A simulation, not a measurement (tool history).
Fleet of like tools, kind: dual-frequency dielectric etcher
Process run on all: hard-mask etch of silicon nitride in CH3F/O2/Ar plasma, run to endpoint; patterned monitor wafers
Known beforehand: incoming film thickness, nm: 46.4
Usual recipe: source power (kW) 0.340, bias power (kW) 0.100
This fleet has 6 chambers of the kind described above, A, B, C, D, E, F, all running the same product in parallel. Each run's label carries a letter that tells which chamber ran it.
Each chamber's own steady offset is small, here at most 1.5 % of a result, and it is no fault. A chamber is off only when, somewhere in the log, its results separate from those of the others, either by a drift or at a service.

run,hour,source power (kW),bias power (kW),hours since the last wet clean,hours since the last source power generator calibration,hours since the last bias power generator calibration,endpoint time (s)
1D,14.4,0.340,0.100,314.2,145.9,1214.1,63.498
# hour 20.4: chamber B: bias power generator calibrated
2E,28.6,0.340,0.100,455.9,210.4,2164.4,63.246
3C,37.1,0.340,0.100,84.9,1566.8,805.9,62.907
4A,47.7,0.340,0.100,334.8,1042.9,3037.2,63.167
5F,62.8,0.340,0.100,416.1,1501.4,992.0,63.457
6B,69.4,0.300,0.109,325.1,1128.8,49.1,65.021
7B,80.1,0.300,0.109,335.8,1139.5,59.8,64.900
# hour 83.7: chamber E: wet clean of the chamber
8E,87.0,0.300,0.109,3.4,268.8,2222.8,64.058
9A,101.0,0.300,0.109,388.1,1096.2,3090.5,64.368
# hour 112.5: chamber F: wet clean of the chamber
10D,113.6,0.300,0.109,413.4,245.1,1313.3,64.753
11F,121.7,0.300,0.109,9.3,1560.3,1050.9,64.020
12C,131.2,0.340,0.100,179.0,1660.9,900.0,63.058
13C,139.3,0.300,0.092,187.1,1669.0,908.1,67.731
14E,149.1,0.300,0.092,65.5,330.9,2284.9,67.773
15B,157.3,0.300,0.092,413.0,1216.7,137.0,69.733
16F,164.7,0.300,0.092,52.3,1603.3,1093.9,68.811
17A,172.8,0.300,0.092,459.9,1168.0,3162.3,68.225
18D,185.7,0.300,0.092,485.5,317.2,1385.4,68.783
19D,193.6,0.340,0.100,493.4,325.1,1393.3,64.158
20A,204.0,0.340,0.100,491.1,1199.2,3193.5,63.184
21B,216.3,0.340,0.100,472.0,1275.7,196.0,64.367
# hour 230.3: chamber A: wet clean of the chamber
22C,231.4,0.340,0.100,279.2,1761.1,1000.2,62.615
23E,240.3,0.340,0.100,156.7,422.1,2376.1,63.211
24F,247.2,0.340,0.100,134.8,1685.8,1176.4,64.019
25A,258.7,0.340,0.100,28.4,1253.9,3248.2,63.549
26F,269.6,0.340,0.100,157.2,1708.2,1198.8,63.410
27C,281.8,0.340,0.100,329.6,1811.5,1050.6,62.888
28B,296.1,0.340,0.100,551.8,1355.5,275.8,64.011
29D,303.1,0.340,0.100,602.9,434.6,1502.8,65.712
30E,314.3,0.340,0.100,230.7,496.1,2450.1,63.040
31A,323.6,0.340,0.100,93.3,1318.8,3313.1,63.323
32D,332.9,0.300,0.080,632.7,464.4,1532.6,74.840
33C,342.8,0.300,0.080,390.6,1872.5,1111.6,71.208
34B,357.1,0.300,0.080,612.8,1416.5,336.8,72.848
35F,366.7,0.300,0.080,254.3,1805.3,1295.9,72.522
36E,381.2,0.300,0.080,297.6,563.0,2517.0,71.884
37F,391.0,0.300,0.080,278.6,1829.6,1320.2,72.143
38B,400.4,0.340,0.100,656.1,1459.8,380.1,64.181
# hour 405.2: chamber C: wet clean of the chamber
39C,407.6,0.400,0.124,2.4,1937.3,1176.4,54.436
40A,415.3,0.400,0.124,185.0,1410.5,3404.8,55.136
41E,423.1,0.400,0.124,339.5,604.9,2558.9,55.409
42D,437.3,0.400,0.124,737.1,568.8,1637.0,58.402

Is one chamber out of step, is the gauge drifting, or do the chambers differ by no more than their own small offsets? For an off chamber, give its letter and the likeliest cause.

It is chamber D that slowly wanders off from its peers.
Most likely cause: etch rate under this chamber's usual, % = 5.51.

Here are 4 candidates for chamber D's next run, each the usual settings with a change, their results left as question marks. Which one brings its results back in line with what the others give on the usual settings?
Allowed miss from the other chambers' usual-settings mean, per result, to count as in line: endpoint time (s) 0.910
43D-1,448.1,0.290,0.100,,,,?
43D-2,448.1,0.400,0.119,,,,?
43D-3,448.1,0.400,0.100,,,,?
43D-4,448.1,0.240,0.100,,,,?

Average result of the remaining chambers running the usual settings: endpoint time (s) 63.450
run,endpoint time (s)
43D-1,71.503
43D-2,59.599
43D-3,63.586
43D-4,76.566
43D-3 is the one that brings the chamber's results back in line with the other chambers.
